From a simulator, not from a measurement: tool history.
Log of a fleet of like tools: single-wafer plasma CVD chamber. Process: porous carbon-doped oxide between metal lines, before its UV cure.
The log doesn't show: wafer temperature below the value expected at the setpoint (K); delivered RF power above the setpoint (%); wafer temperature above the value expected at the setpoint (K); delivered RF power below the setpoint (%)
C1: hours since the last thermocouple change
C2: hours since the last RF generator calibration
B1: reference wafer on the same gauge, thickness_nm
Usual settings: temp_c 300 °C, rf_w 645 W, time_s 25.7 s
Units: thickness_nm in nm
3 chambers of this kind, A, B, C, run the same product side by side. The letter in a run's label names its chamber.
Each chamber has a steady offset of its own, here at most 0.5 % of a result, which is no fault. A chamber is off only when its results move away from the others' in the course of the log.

{"run": "1A", "hour": 4.7, "temp_c": 300, "rf_w": 645, "time_s": 25.7, "C1": 147.8, "C2": 870.7, "B1": 153.01, "thickness_nm": 165.77}
{"run": "2B", "hour": 7.8, "temp_c": 300, "rf_w": 645, "time_s": 25.7, "C1": 868.1, "C2": 1427.3, "B1": 153.03, "thickness_nm": 165.56}
{"run": "3C", "hour": 11.8, "temp_c": 300, "rf_w": 645, "time_s": 25.7, "C1": 532.1, "C2": 244.4, "B1": 153.02, "thickness_nm": 165.03}
{"run": "4A", "hour": 15.7, "temp_c": 300, "rf_w": 645, "time_s": 25.7, "C1": 158.8, "C2": 881.7, "B1": 153.1, "thickness_nm": 165.89}
{"run": "5C", "hour": 19.6, "temp_c": 300, "rf_w": 645, "time_s": 25.7, "C1": 539.9, "C2": 252.2, "B1": 153.08, "thickness_nm": 164.92}
{"run": "6B", "hour": 22.5, "temp_c": 300, "rf_w": 645, "time_s": 25.7, "C1": 882.8, "C2": 1442, "B1": 153.13, "thickness_nm": 165.65}
{"run": "7C", "hour": 25.6, "temp_c": 300, "rf_w": 645, "time_s": 25.7, "C1": 545.9, "C2": 258.2, "B1": 153.1, "thickness_nm": 165.02}
{"run": "8B", "hour": 29.1, "temp_c": 300, "rf_w": 645, "time_s": 25.7, "C1": 889.4, "C2": 1448.6, "B1": 153.12, "thickness_nm": 165.51}
{"run": "9A", "hour": 33.6, "temp_c": 300, "rf_w": 760, "time_s": 25.7, "C1": 176.7, "C2": 899.6, "B1": 153.14, "thickness_nm": 183.88}
{"run": "10A", "hour": 36.9, "temp_c": 300, "rf_w": 760, "time_s": 25.7, "C1": 180, "C2": 902.9, "B1": 153.23, "thickness_nm": 183.57}
{"run": "11C", "hour": 40.7, "temp_c": 300, "rf_w": 760, "time_s": 25.7, "C1": 561, "C2": 273.3, "B1": 153.21, "thickness_nm": 183.93}
{"run": "12B", "hour": 43.9, "temp_c": 300, "rf_w": 645, "time_s": 25.7, "C1": 904.2, "C2": 1463.4, "B1": 153.22, "thickness_nm": 165.74}
{"run": "13B", "hour": 47.2, "temp_c": 300, "rf_w": 645, "time_s": 25.7, "C1": 907.5, "C2": 1466.7, "B1": 153.23, "thickness_nm": 165.81}
{"run": "14C", "hour": 52.5, "temp_c": 300, "rf_w": 645, "time_s": 25.7, "C1": 572.8, "C2": 285.1, "B1": 153.24, "thickness_nm": 165.71}
{"run": "15A", "hour": 56.2, "temp_c": 300, "rf_w": 645, "time_s": 25.7, "C1": 199.3, "C2": 922.2, "B1": 153.31, "thickness_nm": 166.21}
{"run": "16C", "hour": 61.1, "temp_c": 300, "rf_w": 645, "time_s": 25.7, "C1": 581.4, "C2": 293.7, "B1": 153.29, "thickness_nm": 165.24}
{"run": "17B", "hour": 63.4, "temp_c": 300, "rf_w": 645, "time_s": 25.7, "C1": 923.7, "C2": 1482.9, "B1": 153.29, "thickness_nm": 165.99}
{"run": "18A", "hour": 66.9, "temp_c": 300, "rf_w": 535, "time_s": 25.7, "C1": 210, "C2": 932.9, "B1": 153.35, "thickness_nm": 147.01}
{"run": "19B", "hour": 69.5, "temp_c": 300, "rf_w": 535, "time_s": 25.7, "C1": 929.8, "C2": 1489, "B1": 153.35, "thickness_nm": 146.33}
{"run": "20C", "hour": 74.1, "temp_c": 300, "rf_w": 535, "time_s": 25.7, "C1": 594.4, "C2": 306.7, "B1": 153.35, "thickness_nm": 146.07}
{"run": "21A", "hour": 76.6, "temp_c": 300, "rf_w": 645, "time_s": 25.7, "C1": 219.7, "C2": 942.6, "B1": 153.39, "thickness_nm": 166.04}
{"run": "22A", "hour": 79.0, "temp_c": 300, "rf_w": 645, "time_s": 25.7, "C1": 222.1, "C2": 945, "B1": 153.4, "thickness_nm": 166.54}
{"run": "23B", "hour": 83.3, "temp_c": 293, "rf_w": 645, "time_s": 23.4, "C1": 943.6, "C2": 1502.8, "B1": 153.42, "thickness_nm": 157.71}
{"run": "24C", "hour": 88.1, "temp_c": 293, "rf_w": 645, "time_s": 23.4, "C1": 608.4, "C2": 320.7, "B1": 153.42, "thickness_nm": 157.42}
{"run": "25B", "hour": 91.1, "temp_c": 293, "rf_w": 645, "time_s": 23.4, "C1": 951.4, "C2": 1510.6, "B1": 153.42, "thickness_nm": 157.71}
{"run": "26C", "hour": 95.2, "temp_c": 300, "rf_w": 645, "time_s": 25.7, "C1": 615.5, "C2": 327.8, "B1": 153.48, "thickness_nm": 165.95}
{"run": "27A", "hour": 97.7, "temp_c": 300, "rf_w": 645, "time_s": 25.7, "C1": 240.8, "C2": 963.7, "B1": 153.49, "thickness_nm": 165.82}
{"run": "28A", "hour": 101.6, "temp_c": 296, "rf_w": 645, "time_s": 27.5, "C1": 244.7, "C2": 967.6, "B1": 153.51, "thickness_nm": 181.65}
{"run": "29B", "hour": 104.3, "temp_c": 296, "rf_w": 645, "time_s": 27.5, "C1": 964.6, "C2": 1523.8, "B1": 153.5, "thickness_nm": 181.54}
{"run": "30C", "hour": 107.2, "temp_c": 296, "rf_w": 645, "time_s": 27.5, "C1": 627.5, "C2": 339.8, "B1": 153.57, "thickness_nm": 180.39}
{"run": "31B", "hour": 111.3, "temp_c": 300, "rf_w": 645, "time_s": 25.7, "C1": 971.6, "C2": 1530.8, "B1": 153.56, "thickness_nm": 166.18}
{"run": "32C", "hour": 116.5, "temp_c": 300, "rf_w": 645, "time_s": 25.7, "C1": 636.8, "C2": 349.1, "B1": 153.51, "thickness_nm": 165.33}
{"run": "33A", "hour": 120.6, "temp_c": 300, "rf_w": 645, "time_s": 25.7, "C1": 263.7, "C2": 986.6, "B1": 153.55, "thickness_nm": 166.37}
{"run": "34C", "hour": 123.4, "temp_c": 300, "rf_w": 645, "time_s": 25.7, "C1": 643.7, "C2": 356, "B1": 153.61, "thickness_nm": 165.76}
{"run": "35B", "hour": 127.0, "temp_c": 300, "rf_w": 705, "time_s": 25.7, "C1": 987.3, "C2": 1546.5, "B1": 153.64, "thickness_nm": 176}
{"run": "36A", "hour": 129.7, "temp_c": 300, "rf_w": 705, "time_s": 25.7, "C1": 272.8, "C2": 995.7, "B1": 153.64, "thickness_nm": 176.13}
{"run": "37B", "hour": 132.5, "temp_c": 300, "rf_w": 705, "time_s": 25.7, "C1": 992.8, "C2": 1552, "B1": 153.66, "thickness_nm": 176.14}
{"run": "38A", "hour": 137.5, "temp_c": 300, "rf_w": 645, "time_s": 25.7, "C1": 280.6, "C2": 1003.5, "B1": 153.69, "thickness_nm": 166.02}
{"run": "39C", "hour": 141.8, "temp_c": 300, "rf_w": 645, "time_s": 25.7, "C1": 662.1, "C2": 374.4, "B1": 153.74, "thickness_nm": 165.77}
{"run": "40A", "hour": 144.7, "temp_c": 300, "rf_w": 645, "time_s": 25.7, "C1": 287.8, "C2": 1010.7, "B1": 153.7, "thickness_nm": 166.48}
{"run": "41B", "hour": 148.3, "temp_c": 287, "rf_w": 645, "time_s": 22, "C1": 1008.6, "C2": 1567.8, "B1": 153.74, "thickness_nm": 154.67}
{"run": "42C", "hour": 152.1, "temp_c": 287, "rf_w": 645, "time_s": 22, "C1": 672.4, "C2": 384.7, "B1": 153.74, "thickness_nm": 153.98}

Next, every chamber runs the same settings. What will each give?
{"run": "43A", "hour": 156.0, "temp_c": 300, "rf_w": 645, "time_s": 25.7, "thickness_nm": "?"}
{"run": "43B", "hour": 156.0, "temp_c": 300, "rf_w": 645, "time_s": 25.7, "thickness_nm": "?"}
{"run": "43C", "hour": 156.0, "temp_c": 300, "rf_w": 645, "time_s": 25.7, "thickness_nm": "?"}

run=43A thickness_nm=166.26
run=43B thickness_nm=165.77
run=43C thickness_nm=165.72
